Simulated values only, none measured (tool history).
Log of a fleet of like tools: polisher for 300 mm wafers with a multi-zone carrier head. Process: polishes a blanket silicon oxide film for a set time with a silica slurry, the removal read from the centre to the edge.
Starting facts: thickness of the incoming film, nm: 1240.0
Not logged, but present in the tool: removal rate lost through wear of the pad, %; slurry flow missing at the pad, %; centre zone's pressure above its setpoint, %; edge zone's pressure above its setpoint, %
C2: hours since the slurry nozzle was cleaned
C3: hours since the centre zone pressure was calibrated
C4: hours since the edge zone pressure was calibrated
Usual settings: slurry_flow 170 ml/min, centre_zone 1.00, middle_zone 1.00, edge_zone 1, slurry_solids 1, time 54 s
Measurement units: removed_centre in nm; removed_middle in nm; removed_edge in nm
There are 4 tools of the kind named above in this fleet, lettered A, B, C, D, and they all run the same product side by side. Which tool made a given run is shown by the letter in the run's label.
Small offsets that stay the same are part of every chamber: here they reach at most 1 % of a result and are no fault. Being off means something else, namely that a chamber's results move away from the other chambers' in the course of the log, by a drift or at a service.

{"run": "1C", "hour": 14.3, "slurry_flow": 170, "centre_zone": 1.0, "middle_zone": 1.0, "edge_zone": 1, "slurry_solids": 1, "time": 54, "wafers polished on this pad": 300, "C2": 158.2, "C3": 364.7, "C4": 333.6, "removed_centre": 231.42, "removed_middle": 228.36, "removed_edge": 236.03}
{"run": "2B", "hour": 22.4, "slurry_flow": 170, "centre_zone": 1.0, "middle_zone": 1.0, "edge_zone": 1, "slurry_solids": 1, "time": 54, "wafers polished on this pad": 421, "C2": 331.2, "C3": 442.1, "C4": 43.7, "removed_centre": 231.09, "removed_middle": 233.19, "removed_edge": 233.65}
{"hour": 24.8, "done": "chamber B: centre zone pressure recalibrated"}
{"run": "3D", "hour": 29.2, "slurry_flow": 170, "centre_zone": 1.0, "middle_zone": 1.0, "edge_zone": 1, "slurry_solids": 1, "time": 54, "wafers polished on this pad": 894, "C2": 616.6, "C3": 114.5, "C4": 950.6, "removed_centre": 234.77, "removed_middle": 229.71, "removed_edge": 233.36}
{"run": "4A", "hour": 41.0, "slurry_flow": 170, "centre_zone": 1.0, "middle_zone": 1.0, "edge_zone": 1, "slurry_solids": 1, "time": 54, "wafers polished on this pad": 641, "C2": 72.9, "C3": 387.8, "C4": 619.1, "removed_centre": 238.61, "removed_middle": 238.23, "removed_edge": 234.05}
{"hour": 49.1, "done": "chamber D: worn pad replaced by a new one"}
{"run": "5C", "hour": 51.7, "slurry_flow": 170, "centre_zone": 1.0, "middle_zone": 1.0, "edge_zone": 1, "slurry_solids": 1, "time": 54, "wafers polished on this pad": 768, "C2": 195.6, "C3": 402.1, "C4": 371.0, "removed_centre": 233.41, "removed_middle": 231.69, "removed_edge": 233.01}
{"hour": 61.3, "done": "chamber B: slurry nozzle cleaned"}
{"run": "6B", "hour": 63.4, "slurry_flow": 170, "centre_zone": 1.0, "middle_zone": 1.0, "edge_zone": 1, "slurry_solids": 1, "time": 54, "wafers polished on this pad": 934, "C2": 2.2, "C3": 38.7, "C4": 84.7, "removed_centre": 233.24, "removed_middle": 234.26, "removed_edge": 234.26}
{"hour": 67.1, "done": "chamber A: worn pad replaced by a new one"}
{"hour": 75.0, "done": "chamber C: worn pad replaced by a new one"}
{"hour": 77.5, "done": "chamber B: worn pad replaced by a new one"}
{"run": "7A", "hour": 77.9, "slurry_flow": 170, "centre_zone": 1.0, "middle_zone": 1.0, "edge_zone": 1, "slurry_solids": 1, "time": 54, "wafers polished on this pad": 136, "C2": 109.8, "C3": 424.7, "C4": 656.0, "removed_centre": 242.37, "removed_middle": 232.38, "removed_edge": 235.55}
{"run": "8D", "hour": 86.4, "slurry_flow": 170, "centre_zone": 1.07, "middle_zone": 1.0, "edge_zone": 1, "slurry_solids": 1, "time": 54, "wafers polished on this pad": 466, "C2": 673.8, "C3": 171.7, "C4": 1007.8, "removed_centre": 260.3, "removed_middle": 235.36, "removed_edge": 232.98}
{"run": "9C", "hour": 101.2, "slurry_flow": 170, "centre_zone": 1.07, "middle_zone": 1.0, "edge_zone": 1, "slurry_solids": 1, "time": 54, "wafers polished on this pad": 328, "C2": 245.1, "C3": 451.6, "C4": 420.5, "removed_centre": 256.18, "removed_middle": 227.77, "removed_edge": 233.79}
{"hour": 101.7, "done": "chamber C: edge zone pressure recalibrated"}
{"hour": 106.8, "done": "chamber A: centre zone pressure recalibrated"}
{"run": "10D", "hour": 109.5, "slurry_flow": 170, "centre_zone": 1.07, "middle_zone": 1.0, "edge_zone": 1, "slurry_solids": 1, "time": 54, "wafers polished on this pad": 755, "C2": 696.9, "C3": 194.8, "C4": 1030.9, "removed_centre": 249.17, "removed_middle": 233.48, "removed_edge": 235.06}
{"hour": 117.0, "done": "chamber C: centre zone pressure recalibrated"}
{"run": "11A", "hour": 117.1, "slurry_flow": 170, "centre_zone": 1.07, "middle_zone": 1.0, "edge_zone": 1, "slurry_solids": 1, "time": 54, "wafers polished on this pad": 626, "C2": 149.0, "C3": 10.4, "C4": 695.2, "removed_centre": 246.42, "removed_middle": 237.96, "removed_edge": 235.97}
{"hour": 125.5, "done": "chamber D: worn pad replaced by a new one"}
{"run": "12B", "hour": 131.6, "slurry_flow": 170, "centre_zone": 1.0, "middle_zone": 1.0, "edge_zone": 1, "slurry_solids": 1, "time": 54, "wafers polished on this pad": 676, "C2": 70.4, "C3": 106.9, "C4": 152.9, "removed_centre": 239.68, "removed_middle": 231.15, "removed_edge": 234.86}
{"run": "13A", "hour": 143.9, "slurry_flow": 170, "centre_zone": 1.0, "middle_zone": 1.0, "edge_zone": 1, "slurry_solids": 1, "time": 54, "wafers polished on this pad": 961, "C2": 175.8, "C3": 37.2, "C4": 722.0, "removed_centre": 233.28, "removed_middle": 231.93, "removed_edge": 234.14}
{"hour": 146.1, "done": "chamber A: worn pad replaced by a new one"}
{"run": "14B", "hour": 151.2, "slurry_flow": 170, "centre_zone": 1.0, "middle_zone": 1.0, "edge_zone": 1, "slurry_solids": 1, "time": 54, "wafers polished on this pad": 922, "C2": 90.0, "C3": 126.5, "C4": 172.5, "removed_centre": 229.89, "removed_middle": 235.96, "removed_edge": 232.51}
{"hour": 153.5, "done": "chamber D: edge zone pressure recalibrated"}
{"run": "15D", "hour": 159.4, "slurry_flow": 170, "centre_zone": 1.0, "middle_zone": 1.0, "edge_zone": 1, "slurry_solids": 1, "time": 54, "wafers polished on this pad": 424, "C2": 746.8, "C3": 244.7, "C4": 5.9, "removed_centre": 231.06, "removed_middle": 233.93, "removed_edge": 235.69}
{"run": "16C", "hour": 166.5, "slurry_flow": 170, "centre_zone": 1.0, "middle_zone": 1.0, "edge_zone": 1, "slurry_solids": 1, "time": 54, "wafers polished on this pad": 1145, "C2": 310.4, "C3": 49.6, "C4": 64.9, "removed_centre": 226.92, "removed_middle": 237.83, "removed_edge": 233.34}
{"hour": 170.3, "done": "chamber C: worn pad replaced by a new one"}
{"hour": 173.7, "done": "chamber B: worn pad replaced by a new one"}
{"run": "17A", "hour": 180.5, "slurry_flow": 170, "centre_zone": 1.0, "middle_zone": 1.0, "edge_zone": 1, "slurry_solids": 1, "time": 54, "wafers polished on this pad": 431, "C2": 212.4, "C3": 73.8, "C4": 758.6, "removed_centre": 232.02, "removed_middle": 235.27, "removed_edge": 234.99}
{"hour": 187.5, "done": "chamber C: slurry nozzle cleaned"}
{"run": "18B", "hour": 194.8, "slurry_flow": 170, "centre_zone": 1.0, "middle_zone": 1.0, "edge_zone": 1, "slurry_solids": 1, "time": 54, "wafers polished on this pad": 264, "C2": 133.6, "C3": 170.1, "C4": 216.1, "removed_centre": 228.92, "removed_middle": 240.95, "removed_edge": 233.01}
{"run": "19C", "hour": 207.6, "slurry_flow": 170, "centre_zone": 1.0, "middle_zone": 1.0, "edge_zone": 1, "slurry_solids": 1, "time": 54, "wafers polished on this pad": 466, "C2": 20.1, "C3": 90.7, "C4": 106.0, "removed_centre": 229.79, "removed_middle": 229.85, "removed_edge": 234.1}
{"hour": 208.6, "done": "chamber D: worn pad replaced by a new one"}
{"run": "20D", "hour": 222.4, "slurry_flow": 170, "centre_zone": 1.0, "middle_zone": 1.0, "edge_zone": 1, "slurry_solids": 1, "time": 72, "wafers polished on this pad": 173, "C2": 809.8, "C3": 307.7, "C4": 68.9, "removed_centre": 307.73, "removed_middle": 303.47, "removed_edge": 313.04}
{"run": "21A", "hour": 235.2, "slurry_flow": 170, "centre_zone": 1.0, "middle_zone": 1.0, "edge_zone": 1, "slurry_solids": 1, "time": 72, "wafers polished on this pad": 1115, "C2": 267.1, "C3": 128.5, "C4": 813.3, "removed_centre": 322.18, "removed_middle": 315.81, "removed_edge": 312.37}
{"hour": 238.5, "done": "chamber D: slurry nozzle cleaned"}
{"hour": 243.7, "done": "chamber A: worn pad replaced by a new one"}
{"run": "22D", "hour": 244.2, "slurry_flow": 170, "centre_zone": 1.0, "middle_zone": 1.0, "edge_zone": 1, "slurry_solids": 1, "time": 72, "wafers polished on this pad": 446, "C2": 5.8, "C3": 329.5, "C4": 90.7, "removed_centre": 315.98, "removed_middle": 302.82, "removed_edge": 314.1}
{"run": "23C", "hour": 254.1, "slurry_flow": 170, "centre_zone": 1.0, "middle_zone": 1.0, "edge_zone": 1, "slurry_solids": 1, "time": 72, "wafers polished on this pad": 1048, "C2": 66.6, "C3": 137.2, "C4": 152.5, "removed_centre": 308.69, "removed_middle": 306.19, "removed_edge": 315.67}
{"hour": 254.2, "done": "chamber C: worn pad replaced by a new one"}
{"run": "24B", "hour": 262.0, "slurry_flow": 170, "centre_zone": 1.0, "middle_zone": 0.93, "edge_zone": 1, "slurry_solids": 1, "time": 54, "wafers polished on this pad": 1105, "C2": 200.8, "C3": 237.3, "C4": 283.3, "removed_centre": 233.46, "removed_middle": 222.22, "removed_edge": 231.17}
{"hour": 269.3, "done": "chamber B: worn pad replaced by a new one"}
{"run": "25D", "hour": 270.4, "slurry_flow": 170, "centre_zone": 1.0, "middle_zone": 0.93, "edge_zone": 1, "slurry_solids": 1, "time": 54, "wafers polished on this pad": 774, "C2": 32.0, "C3": 355.7, "C4": 116.9, "removed_centre": 239.63, "removed_middle": 217.72, "removed_edge": 234.25}
{"run": "26C", "hour": 283.1, "slurry_flow": 170, "centre_zone": 1.0, "middle_zone": 0.93, "edge_zone": 1, "slurry_solids": 1, "time": 54, "wafers polished on this pad": 362, "C2": 95.6, "C3": 166.2, "C4": 181.5, "removed_centre": 236.76, "removed_middle": 217.06, "removed_edge": 234.53}
{"hour": 293.9, "done": "chamber D: worn pad replaced by a new one"}
{"run": "27A", "hour": 295.3, "slurry_flow": 170, "centre_zone": 1.0, "middle_zone": 0.93, "edge_zone": 1, "slurry_solids": 1, "time": 54, "wafers polished on this pad": 645, "C2": 327.2, "C3": 188.6, "C4": 873.4, "removed_centre": 234.94, "removed_middle": 212.94, "removed_edge": 233.35}
{"run": "28B", "hour": 308.0, "slurry_flow": 150, "centre_zone": 1.0, "middle_zone": 1.0, "edge_zone": 1, "slurry_solids": 1, "time": 54, "wafers polished on this pad": 485, "C2": 246.8, "C3": 283.3, "C4": 329.3, "removed_centre": 229.52, "removed_middle": 228.48, "removed_edge": 229.99}
{"run": "29D", "hour": 315.8, "slurry_flow": 150, "centre_zone": 1.0, "middle_zone": 1.0, "edge_zone": 1, "slurry_solids": 1, "time": 54, "wafers polished on this pad": 274, "C2": 77.4, "C3": 401.1, "C4": 162.3, "removed_centre": 236.3, "removed_middle": 227.34, "removed_edge": 228.77}
{"run": "30A", "hour": 323.0, "slurry_flow": 150, "centre_zone": 1.0, "middle_zone": 1.0, "edge_zone": 1, "slurry_solids": 1, "time": 54, "wafers polished on this pad": 991, "C2": 354.9, "C3": 216.3, "C4": 901.1, "removed_centre": 233.79, "removed_middle": 231.2, "removed_edge": 231.18}
{"run": "31B", "hour": 330.9, "slurry_flow": 150, "centre_zone": 1.0, "middle_zone": 1.0, "edge_zone": 1, "slurry_solids": 1, "time": 54, "wafers polished on this pad": 771, "C2": 269.7, "C3": 306.2, "C4": 352.2, "removed_centre": 223.27, "removed_middle": 230.6, "removed_edge": 228.26}
{"hour": 338.0, "done": "chamber C: worn pad replaced by a new one"}
{"hour": 343.2, "done": "chamber A: worn pad replaced by a new one"}
{"run": "32C", "hour": 345.2, "slurry_flow": 170, "centre_zone": 1.0, "middle_zone": 1.0, "edge_zone": 1, "slurry_solids": 1, "time": 54, "wafers polished on this pad": 91, "C2": 157.7, "C3": 228.3, "C4": 243.6, "removed_centre": 237.05, "removed_middle": 232.43, "removed_edge": 231.52}
{"run": "33A", "hour": 352.7, "slurry_flow": 170, "centre_zone": 1.0, "middle_zone": 1.0, "edge_zone": 1, "slurry_solids": 1, "time": 54, "wafers polished on this pad": 119, "C2": 384.6, "C3": 246.0, "C4": 930.8, "removed_centre": 229.96, "removed_middle": 233.39, "removed_edge": 235.18}
{"run": "34C", "hour": 362.9, "slurry_flow": 170, "centre_zone": 1.0, "middle_zone": 1.0, "edge_zone": 1, "slurry_solids": 1, "time": 54, "wafers polished on this pad": 312, "C2": 175.4, "C3": 246.0, "C4": 261.3, "removed_centre": 231.87, "removed_middle": 235.02, "removed_edge": 234.79}
{"hour": 372.5, "done": "chamber D: worn pad replaced by a new one"}
{"run": "35D", "hour": 376.3, "slurry_flow": 170, "centre_zone": 1.0, "middle_zone": 1.0, "edge_zone": 1, "slurry_solids": 1, "time": 54, "wafers polished on this pad": 48, "C2": 137.9, "C3": 461.6, "C4": 222.8, "removed_centre": 247.71, "removed_middle": 239.05, "removed_edge": 234.86}
{"hour": 381.0, "done": "chamber B: worn pad replaced by a new one"}
{"run": "36B", "hour": 384.3, "slurry_flow": 170, "centre_zone": 1.0, "middle_zone": 1.0, "edge_zone": 1, "slurry_solids": 1, "time": 54, "wafers polished on this pad": 41, "C2": 323.1, "C3": 359.6, "C4": 405.6, "removed_centre": 233.73, "removed_middle": 237.01, "removed_edge": 232.25}
{"run": "37C", "hour": 390.9, "slurry_flow": 170, "centre_zone": 1.0, "middle_zone": 1.0, "edge_zone": 1, "slurry_solids": 1, "time": 54, "wafers polished on this pad": 662, "C2": 203.4, "C3": 274.0, "C4": 289.3, "removed_centre": 230.99, "removed_middle": 226.59, "removed_edge": 235.81}
{"run": "38D", "hour": 398.2, "slurry_flow": 170, "centre_zone": 1.0, "middle_zone": 1.0, "edge_zone": 1, "slurry_solids": 1, "time": 54, "wafers polished on this pad": 322, "C2": 159.8, "C3": 483.5, "C4": 244.7, "removed_centre": 259.0, "removed_middle": 228.69, "removed_edge": 235.03}
{"run": "39B", "hour": 410.1, "slurry_flow": 170, "centre_zone": 1.0, "middle_zone": 1.0, "edge_zone": 1, "slurry_solids": 1, "time": 54, "wafers polished on this pad": 364, "C2": 348.9, "C3": 385.4, "C4": 431.4, "removed_centre": 228.58, "removed_middle": 233.02, "removed_edge": 233.09}
{"run": "40A", "hour": 419.7, "slurry_flow": 170, "centre_zone": 1.0, "middle_zone": 1.0, "edge_zone": 1, "slurry_solids": 1, "time": 54, "wafers polished on this pad": 956, "C2": 451.6, "C3": 313.0, "C4": 997.8, "removed_centre": 241.26, "removed_middle": 235.81, "removed_edge": 235.87}
{"hour": 421.9, "done": "chamber A: worn pad replaced by a new one"}
{"run": "41A", "hour": 432.3, "slurry_flow": 170, "centre_zone": 1.0, "middle_zone": 1.0, "edge_zone": 1, "slurry_solids": 1, "time": 54, "wafers polished on this pad": 130, "C2": 464.2, "C3": 325.6, "C4": 1010.4, "removed_centre": 235.11, "removed_middle": 239.05, "removed_edge": 231.22}
{"hour": 438.5, "done": "chamber C: worn pad replaced by a new one"}
{"run": "42C", "hour": 442.7, "slurry_flow": 170, "centre_zone": 0.95, "middle_zone": 1.0, "edge_zone": 1, "slurry_solids": 1, "time": 54, "wafers polished on this pad": 53, "C2": 255.2, "C3": 325.8, "C4": 341.1, "removed_centre": 214.99, "removed_middle": 231.33, "removed_edge": 235.18}

All 4 chambers run these settings next. Forecast each chamber's results:
{"run": "43A", "hour": 453.5, "slurry_flow": 170, "centre_zone": 1.0, "middle_zone": 1.0, "edge_zone": 1, "slurry_solids": 1, "time": 54, "removed_centre": "?", "removed_middle": "?", "removed_edge": "?"}
{"run": "43B", "hour": 453.5, "slurry_flow": 170, "centre_zone": 1.0, "middle_zone": 1.0, "edge_zone": 1, "slurry_solids": 1, "time": 54, "removed_centre": "?", "removed_middle": "?", "removed_edge": "?"}
{"run": "43C", "hour": 453.5, "slurry_flow": 170, "centre_zone": 1.0, "middle_zone": 1.0, "edge_zone": 1, "slurry_solids": 1, "time": 54, "removed_centre": "?", "removed_middle": "?", "removed_edge": "?"}
{"run": "43D", "hour": 453.5, "slurry_flow": 170, "centre_zone": 1.0, "middle_zone": 1.0, "edge_zone": 1, "slurry_solids": 1, "time": 54, "removed_centre": "?", "removed_middle": "?", "removed_edge": "?"}

run=43A removed_centre=229.67 removed_middle=240.10 removed_edge=235.89
run=43B removed_centre=234.85 removed_middle=236.48 removed_edge=230.36
run=43C removed_centre=238.38 removed_middle=234.28 removed_edge=236.04
run=43D removed_centre=250.70 removed_middle=234.09 removed_edge=236.07

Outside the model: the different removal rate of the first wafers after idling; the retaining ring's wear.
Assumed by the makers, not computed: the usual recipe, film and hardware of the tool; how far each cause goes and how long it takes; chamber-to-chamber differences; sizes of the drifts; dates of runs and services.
